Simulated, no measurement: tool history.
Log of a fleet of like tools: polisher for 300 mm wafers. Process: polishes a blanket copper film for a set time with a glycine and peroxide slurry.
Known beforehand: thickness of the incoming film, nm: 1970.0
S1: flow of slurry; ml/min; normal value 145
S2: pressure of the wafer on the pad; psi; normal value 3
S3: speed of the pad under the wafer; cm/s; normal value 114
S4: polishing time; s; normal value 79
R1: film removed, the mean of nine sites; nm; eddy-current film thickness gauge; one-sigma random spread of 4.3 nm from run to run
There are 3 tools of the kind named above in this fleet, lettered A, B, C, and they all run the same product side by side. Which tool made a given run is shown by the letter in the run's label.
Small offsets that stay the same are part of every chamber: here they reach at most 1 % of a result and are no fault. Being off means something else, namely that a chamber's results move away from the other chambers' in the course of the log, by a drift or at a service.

run   hour   S1  S2   S3  S4      R1
 1C    2.5  145   3  114  79  555.45
 2A    6.9  145   3  114  79  548.72
 3B   10.6  145   3  114  79  552.23
      13.3  -- chamber A: slurry nozzle cleaned
 4C   14.8  145   3  114  79  555.46
 5A   17.9  145   3  114  79  547.91
 6B   22.4  145   3  114  79  556.36
 7C   27.4  145   3  114  79  548.81
 8B   29.7  145   3  114  79  561.63
 9A   32.7  145   3  114  79  557.80
10C   35.6  145   3  114  79  557.63
11A   40.5  145   3  114  68  470.12
      45.3  -- chamber C: worn pad replaced by a new one
12B   45.6  145   3  114  68  482.77
13B   50.0  145   3  114  68  480.22
      51.0  -- chamber A: head pressure recalibrated
14A   53.8  145   3  114  79  505.68
      55.2  -- chamber A: worn pad replaced by a new one
15C   57.2  145   3  152  79  722.01
16A   60.9  145   3  152  79  654.63
17C   64.3  145   3  152  79  724.36
18B   67.0  145   3  114  79  555.78
19B   71.3  145   3  114  79  556.97
20A   73.6  145   3  114  79  513.53
21C   76.5  145   3  114  79  555.96
      81.1  -- chamber B: worn pad replaced by a new one
22B   81.2  145   3  114  79  563.69
23A   85.2  145   3  140  70  541.86
24C   87.8  145   3  140  70  596.12
25C   91.1  145   3  140  70  588.68
26A   95.9  145   3  114  79  514.78
27B   99.6  145   3  114  79  557.22
28B  102.0  145   3  114  79  569.27
29C  106.9  145   3  114  79  561.73
30A  110.4  145   3  114  79  510.45
31B  112.9  145   3  114  79  558.58
32C  117.0  145   3  114  79  550.16
33A  119.8  145   3  114  79  514.70
     120.0  -- chamber C: worn pad replaced by a new one
34C  123.2  145   3  114  79  555.58
     125.4  -- chamber C: slurry nozzle cleaned
35A  125.5  145   3  114  79  504.86
36B  130.4  145   3  114  79  557.40
37A  132.7  145   3  114  79  516.17
38B  135.0  145   3  114  79  549.85
39C  139.9  145   3   88  79  449.19
40A  143.4  145   3   88  79  411.99
41C  146.9  145   3   88  79  451.39
42B  151.3  145   3  114  79  561.06
43C  156.6  165   3  114  79  574.83
44A  159.5  165   3  114  79  525.35

Is one chamber off against the others, does the gauge drift, or is nothing wrong? If a chamber is off, say which, and what the likeliest cause is.

The work done on chamber A during a service left it standing apart from the others.
Likeliest cause: head's pressure below its setpoint, % = 8.72.

Below are 4 candidate recipes for chamber A's next run, each the usual settings with a change, their results shown as question marks. Which of them brings A's results back in line with what the other chambers give on the usual settings?
In line means no further than this from the other chambers' mean on the usual settings: R1 15.00 nm
45A-1  163.2  145  3.0  114  86   ?
45A-2  163.2  140  2.7  104  79   ?
45A-3  163.2  145  3.6  114  79   ?
45A-4  163.2  145  2.7  114  79   ?

The other chambers' mean on the usual settings: R1 557.20 nm
  run      R1
45A-1  556.16
45A-2  431.19
45A-3  598.04
45A-4  467.32
45A-1 brings the chamber back in line.
